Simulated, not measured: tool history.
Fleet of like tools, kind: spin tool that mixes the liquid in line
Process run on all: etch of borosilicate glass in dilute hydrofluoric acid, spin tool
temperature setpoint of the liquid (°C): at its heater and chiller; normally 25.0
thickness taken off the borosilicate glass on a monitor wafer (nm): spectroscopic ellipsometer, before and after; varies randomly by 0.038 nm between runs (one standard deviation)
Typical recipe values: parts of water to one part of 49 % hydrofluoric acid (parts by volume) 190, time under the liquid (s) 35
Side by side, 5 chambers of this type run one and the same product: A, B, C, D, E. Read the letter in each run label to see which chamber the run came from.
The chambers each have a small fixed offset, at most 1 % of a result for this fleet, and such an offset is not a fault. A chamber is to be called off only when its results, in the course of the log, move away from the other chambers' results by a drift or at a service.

| run | hour | temperature setpoint of the liquid (°C) | parts of water to one part of 49 % hydrofluoric acid (parts by volume) | time under the liquid (s) | read-back film thickness of the borosilicate glass reference wafer, read on the same gauge (nm) | thickness taken off the borosilicate glass on a monitor wafer (nm) |
|---|---|---|---|---|---|---|
|  | 2.4 | chamber B: thermometer replaced |
| 1D | 3.9 | 25.0 | 190 | 35 | 49.992 | 5.2325 |
| 2E | 8.3 | 25.0 | 190 | 35 | 49.987 | 5.2486 |
| 3A | 10.5 | 25.0 | 190 | 35 | 50.002 | 5.1593 |
| 4B | 14.8 | 25.0 | 190 | 35 | 50.042 | 5.2198 |
| 5C | 18.2 | 25.0 | 190 | 35 | 50.005 | 5.2120 |
| 6C | 20.9 | 25.0 | 190 | 35 | 50.019 | 5.2727 |
| 7D | 24.4 | 25.0 | 190 | 35 | 50.009 | 5.2089 |
| 8B | 27.5 | 25.0 | 190 | 35 | 49.993 | 5.1915 |
| 9A | 30.8 | 25.0 | 190 | 35 | 49.991 | 5.1581 |
| 10E | 33.4 | 25.0 | 190 | 35 | 50.011 | 5.1841 |
| 11E | 37.6 | 25.0 | 190 | 35 | 49.978 | 5.2039 |
| 12B | 42.2 | 23.0 | 190 | 35 | 50.013 | 4.7172 |
| 13D | 45.0 | 23.0 | 190 | 35 | 49.981 | 4.8226 |
| 14C | 48.2 | 23.0 | 190 | 35 | 49.985 | 4.8730 |
| 15A | 51.2 | 23.0 | 190 | 35 | 50.014 | 4.8183 |
| 16A | 54.1 | 23.0 | 190 | 35 | 50.013 | 4.8246 |
| 17E | 57.5 | 23.0 | 190 | 35 | 49.986 | 4.8545 |
| 18D | 62.2 | 23.0 | 190 | 35 | 50.012 | 4.8026 |
| 19C | 64.2 | 23.0 | 190 | 35 | 49.994 | 4.8196 |
| 20B | 68.8 | 23.0 | 190 | 35 | 49.979 | 4.7426 |
| 21E | 73.2 | 23.0 | 190 | 35 | 50.008 | 4.8917 |
| 22D | 76.2 | 25.0 | 190 | 35 | 49.973 | 5.1766 |
| 23C | 78.8 | 25.0 | 190 | 35 | 50.020 | 5.1916 |
| 24B | 83.0 | 28.5 | 190 | 15 | 50.007 | 2.4524 |
| 25A | 86.8 | 28.5 | 190 | 15 | 49.992 | 2.5166 |
| 26D | 90.9 | 28.5 | 190 | 15 | 49.999 | 2.5222 |
| 27B | 93.1 | 28.5 | 190 | 15 | 49.997 | 2.4078 |
| 28A | 96.7 | 28.5 | 190 | 15 | 50.022 | 2.5243 |
| 29C | 100.8 | 25.0 | 190 | 35 | 50.002 | 5.2047 |
| 30E | 104.1 | 25.0 | 190 | 35 | 49.990 | 5.2682 |
| 31A | 106.4 | 25.0 | 190 | 35 | 49.970 | 5.1881 |
| 32D | 110.2 | 25.0 | 190 | 35 | 49.980 | 5.2351 |
| 33B | 112.5 | 25.0 | 190 | 35 | 50.009 | 4.9407 |
| 34C | 115.5 | 25.0 | 190 | 35 | 50.015 | 5.2718 |

Predict what each chamber gives when all 5 of them run the settings below next.
| 35A | 118.9 | 28.0 | 190 | 35 |  | ? |
| 35B | 118.9 | 28.0 | 190 | 35 |  | ? |
| 35C | 118.9 | 28.0 | 190 | 35 |  | ? |
| 35D | 118.9 | 28.0 | 190 | 35 |  | ? |
| 35E | 118.9 | 28.0 | 190 | 35 |  | ? |

| run | thickness taken off the borosilicate glass on a monitor wafer (nm) |
|---|---|
| 35A | 5.8294 |
| 35B | 5.3991 |
| 35C | 5.8014 |
| 35D | 5.8683 |
| 35E | 5.9142 |
